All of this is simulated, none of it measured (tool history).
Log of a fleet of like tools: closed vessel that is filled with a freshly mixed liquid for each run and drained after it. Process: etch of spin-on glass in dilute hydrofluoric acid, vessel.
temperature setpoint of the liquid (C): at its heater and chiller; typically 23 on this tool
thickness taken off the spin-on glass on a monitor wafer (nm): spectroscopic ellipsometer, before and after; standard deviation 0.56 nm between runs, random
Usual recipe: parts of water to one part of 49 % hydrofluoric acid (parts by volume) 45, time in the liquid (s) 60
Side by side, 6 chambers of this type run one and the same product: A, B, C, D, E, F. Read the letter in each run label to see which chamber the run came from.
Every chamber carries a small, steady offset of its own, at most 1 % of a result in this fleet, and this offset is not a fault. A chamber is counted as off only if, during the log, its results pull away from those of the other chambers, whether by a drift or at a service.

run,hour,temperature setpoint of the liquid (C),parts of water to one part of 49 % hydrofluoric acid (parts by volume),time in the liquid (s),hours since the thermometer was replaced,hours since the hydrofluoric acid flow meter was replaced,"read-back film thickness of the spin-on glass reference wafer, read on the same gauge (nm)",thickness taken off the spin-on glass on a monitor wafer (nm)
1B,15.2,23,45,60,357.9,157.6,110.03,56.682
# hour 19.0: chamber A: hydrofluoric acid flow meter replaced
2D,28.7,23,45,60,772.1,986.1,110.01,57.339
3E,43.8,23,45,60,535.8,1136.7,110.02,56.693
4F,56.1,23,45,60,558.9,829.6,110.00,58.032
5C,67.2,23,45,60,677.6,289.7,110.02,57.272
6A,78.8,21,35,60,702.0,59.8,109.96,68.394
7E,85.9,21,35,60,577.9,1178.8,109.99,67.009
8B,94.0,21,35,60,436.7,236.4,109.98,70.442
9C,106.5,21,35,60,716.9,329.0,110.02,69.532
10A,120.6,21,35,60,743.8,101.6,110.00,67.340
11F,134.8,21,35,60,637.6,908.3,110.02,67.478
12D,143.1,23,45,60,886.5,1100.5,110.00,58.001
13E,152.5,23,45,60,644.5,1245.4,110.00,56.624
14A,163.5,23,45,60,786.7,144.5,110.01,58.282
15B,171.8,23,45,60,514.5,314.2,109.98,57.095
16D,186.2,23,45,60,929.6,1143.6,110.05,57.616
17C,197.5,23,45,60,807.9,420.0,109.97,56.535
18F,210.3,23,45,60,713.1,983.8,109.99,57.897
19B,217.3,23,65,75,560.0,359.7,110.03,48.614
# hour 226.6: chamber E: thermometer replaced
20A,232.0,23,65,75,855.2,213.0,110.01,48.903
21C,243.4,23,65,75,853.8,465.9,110.02,45.203
22E,257.0,23,65,75,30.4,1349.9,109.98,47.118
23F,270.5,23,65,75,773.3,1044.0,109.99,48.086
24D,282.9,23,65,75,1026.3,1240.3,110.00,48.609
# hour 292.6: chamber D: hydrofluoric acid flow meter replaced
25A,298.1,23,45,60,921.3,279.1,110.02,56.787
26E,306.1,23,45,60,79.5,1399.0,109.99,57.451
27D,314.6,23,45,60,1058.0,22.1,109.98,57.912
28F,323.5,20,45,60,826.3,1097.0,110.00,51.608
29B,337.3,20,45,60,680.0,479.7,110.04,50.554
30C,349.4,20,45,60,959.8,571.9,110.02,45.939
31A,359.7,20,45,60,982.9,340.7,109.98,50.037
32E,374.6,20,45,60,148.0,1467.5,110.01,49.349
33C,382.5,20,45,60,992.9,605.0,109.97,45.224
34B,395.3,23,45,60,738.0,537.7,109.99,58.152
35F,410.5,23,45,60,913.3,1184.0,109.96,57.202
36D,419.4,23,45,60,1162.8,126.9,109.98,56.870
37A,426.8,23,30,45,1050.0,407.8,110.00,65.946

Is one chamber out of step, is the gauge drifting, or do the chambers differ by no more than their own small offsets? For an off chamber, give its letter and the likeliest cause.

One chamber, C, drifts off from the rest bit by bit.
Likeliest cause: hydrofluoric acid flow below the setpoint (%) = 11.5.
The log might look much the same if the cause were instead: liquid colder than its thermometer reads (K).

Here are 4 candidates for chamber C's next run, each the usual settings with a change, their results left as question marks. Which one brings its results back in line with what the others give on the usual settings?
Maximum distance from the other chambers' mean on the usual settings for a result to count as in line: thickness taken off the spin-on glass on a monitor wafer (nm) 1.900
38C-1,438.0,21.5,45,60,,,,?
38C-2,438.0,22.5,50,60,,,,?
38C-3,438.0,23.0,40,60,,,,?
38C-4,438.0,24.5,45,60,,,,?

The other chambers' mean on the usual settings: thickness taken off the spin-on glass on a monitor wafer (nm) 57.195
run,thickness taken off the spin-on glass on a monitor wafer (nm)
38C-1,47.332
38C-2,44.031
38C-3,57.162
38C-4,53.561
With 38C-3, the chamber falls back in line with the rest.
